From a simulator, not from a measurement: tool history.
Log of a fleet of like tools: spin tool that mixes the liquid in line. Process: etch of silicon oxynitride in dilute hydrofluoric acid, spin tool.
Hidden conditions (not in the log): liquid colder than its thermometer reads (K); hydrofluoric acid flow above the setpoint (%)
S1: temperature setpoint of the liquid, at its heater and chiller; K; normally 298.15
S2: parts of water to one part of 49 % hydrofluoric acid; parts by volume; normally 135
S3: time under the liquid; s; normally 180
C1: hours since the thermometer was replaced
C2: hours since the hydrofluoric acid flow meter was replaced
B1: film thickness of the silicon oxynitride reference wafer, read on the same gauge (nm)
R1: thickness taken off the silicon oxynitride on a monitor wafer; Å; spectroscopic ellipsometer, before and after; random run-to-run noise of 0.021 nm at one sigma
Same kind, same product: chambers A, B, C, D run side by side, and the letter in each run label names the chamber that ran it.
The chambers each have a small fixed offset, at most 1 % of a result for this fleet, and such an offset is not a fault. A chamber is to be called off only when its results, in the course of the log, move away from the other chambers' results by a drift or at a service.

| run | hour | S1 | S2 | S3 | C1 | C2 | B1 | R1 |
|---|---|---|---|---|---|---|---|---|
| 1B | 4.6 | 298.15 | 135 | 180 | 727.9 | 515.7 | 90.002 | 39.007 |
| 2A | 13.8 | 298.15 | 135 | 180 | 415.4 | 892.3 | 89.984 | 39.209 |
| 3D | 22 | 298.15 | 135 | 180 | 1051.2 | 669.7 | 89.979 | 39.283 |
| 4C | 30.2 | 298.15 | 135 | 180 | 1199.3 | 267.5 | 90.01 | 38.884 |
| 5C | 37 | 298.15 | 135 | 180 | 1206.1 | 274.3 | 89.995 | 38.909 |
| 6D | 41.9 | 298.15 | 135 | 180 | 1071.1 | 689.6 | 90.022 | 39.452 |
| 7B | 49.8 | 298.15 | 135 | 180 | 773.1 | 560.9 | 89.983 | 38.967 |
| 8A | 59.1 | 298.15 | 135 | 180 | 460.7 | 937.6 | 90.022 | 39.178 |
| 9A | 64.6 | 298.15 | 135 | 180 | 466.2 | 943.1 | 90.022 | 39.044 |
| 10D | 71.7 | 298.15 | 135 | 180 | 1100.9 | 719.4 | 89.98 | 39.178 |
| 11C | 81.1 | 298.15 | 135 | 180 | 1250.2 | 318.4 | 89.991 | 38.844 |
| 12B | 90.2 | 298.15 | 135 | 180 | 813.5 | 601.3 | 90.003 | 38.913 |
| 13B | 95.1 | 298.15 | 135 | 135 | 818.4 | 606.2 | 89.993 | 29.105 |
| 14A | 99.3 | 298.15 | 135 | 135 | 500.9 | 977.8 | 89.997 | 29.496 |
| 15D | 105.7 | 298.15 | 135 | 135 | 1134.9 | 753.4 | 90.01 | 29.434 |
| 16C | 114.8 | 298.15 | 135 | 135 | 1283.9 | 352.1 | 90.005 | 29.027 |
| 17C | 123.1 | 298.15 | 135 | 180 | 1292.2 | 360.4 | 89.992 | 39.096 |
| 18B | 127.6 | 298.15 | 135 | 180 | 850.9 | 638.7 | 90.002 | 37.669 |
| 19D | 131.8 | 298.15 | 135 | 180 | 1161 | 779.5 | 90.012 | 39.24 |
| 20A | 136.8 | 298.15 | 135 | 180 | 538.4 | 1015.3 | 90.005 | 39.378 |
| 21C | 143.4 | 298.15 | 135 | 180 | 1312.5 | 380.7 | 89.968 | 38.795 |
| 22A | 153.2 | 298.15 | 165 | 240 | 554.8 | 1031.7 | 90.009 | 41.86 |
| 23B | 158 | 298.15 | 165 | 240 | 881.3 | 669.1 | 89.993 | 40.296 |
| 24D | 164.2 | 298.15 | 165 | 240 | 1193.4 | 811.9 | 89.987 | 42.163 |
| 25C | 169 | 298.15 | 165 | 240 | 1338.1 | 406.3 | 90.003 | 41.036 |
| 26D | 175.8 | 298.15 | 135 | 180 | 1205 | 823.5 | 89.996 | 39.411 |
| 27B | 181.5 | 298.15 | 135 | 180 | 904.8 | 692.6 | 90.007 | 37.257 |
| 28A | 190.8 | 298.15 | 135 | 180 | 592.4 | 1069.3 | 90.002 | 39.308 |
| 29B | 197.9 | 298.15 | 135 | 180 | 921.2 | 709 | 89.989 | 37.543 |
| 30D | 207.4 | 293.65 | 135 | 260 | 1236.6 | 855.1 | 90.008 | 46.093 |
| 31A | 211.9 | 293.65 | 135 | 260 | 613.5 | 1090.4 | 89.971 | 46.304 |
| 32C | 220.4 | 293.65 | 135 | 260 | 1389.5 | 457.7 | 90.016 | 45.599 |
| 33D | 229.3 | 293.65 | 135 | 260 | 1258.5 | 877 | 89.995 | 46.03 |
| 34B | 237 | 295.65 | 90 | 180 | 960.3 | 748.1 | 90.023 | 50.147 |
| 35C | 246.5 | 295.65 | 90 | 180 | 1415.6 | 483.8 | 90.011 | 54.13 |
| 36A | 254.5 | 295.65 | 90 | 180 | 656.1 | 1133 | 90.014 | 53.962 |
| 37B | 262.6 | 295.65 | 90 | 180 | 985.9 | 773.7 | 89.993 | 50.015 |
| 38D | 268.7 | 298.15 | 135 | 180 | 1297.9 | 916.4 | 90.019 | 39.144 |
| 39C | 276.2 | 298.15 | 135 | 180 | 1445.3 | 513.5 | 89.978 | 38.695 |
| 40A | 285.5 | 298.15 | 135 | 180 | 687.1 | 1164 | 90.026 | 39.238 |
| 41C | 290.2 | 298.15 | 135 | 180 | 1459.3 | 527.5 | 90.004 | 38.885 |
| 42B | 295.8 | 298.15 | 135 | 100 | 1019.1 | 806.9 | 90.003 | 20.252 |
| 43D | 302.6 | 298.15 | 135 | 100 | 1331.8 | 950.3 | 90.015 | 21.922 |

Read the log: is a single chamber off, either drifting away or since a service, is the gauge that measures every chamber drifting, or is nothing wrong beyond small per-chamber offsets? Name any odd chamber and what most likely caused it.

One chamber, B, drifts off from the rest bit by bit.
Most likely cause: liquid colder than its thermometer reads (K) = 1.55.
Not necessarily distinguishable in this log from: hydrofluoric acid flow below the setpoint (%).

Here are 4 candidates for chamber B's next run, each the usual settings with a change, their results left as question marks. Which one brings its results back in line with what the others give on the usual settings?
A result is in line if it is within this distance of the other chambers' mean on the usual settings: R1 0.74 Å
| 44B-1 | 309.6 | 298.15 | 145 | 165 |  |  |  | ? |
| 44B-2 | 309.6 | 298.15 | 125 | 195 |  |  |  | ? |
| 44B-3 | 309.6 | 298.15 | 135 | 165 |  |  |  | ? |
| 44B-4 | 309.6 | 298.15 | 135 | 195 |  |  |  | ? |

Mean of the other chambers on the usual settings: R1 39.079 Å
| run | R1 |
|---|---|
| 44B-1 | 30.526 |
| 44B-2 | 42.451 |
| 44B-3 | 33.023 |
| 44B-4 | 39.027 |
44B-4 puts the chamber back in line with the other chambers.
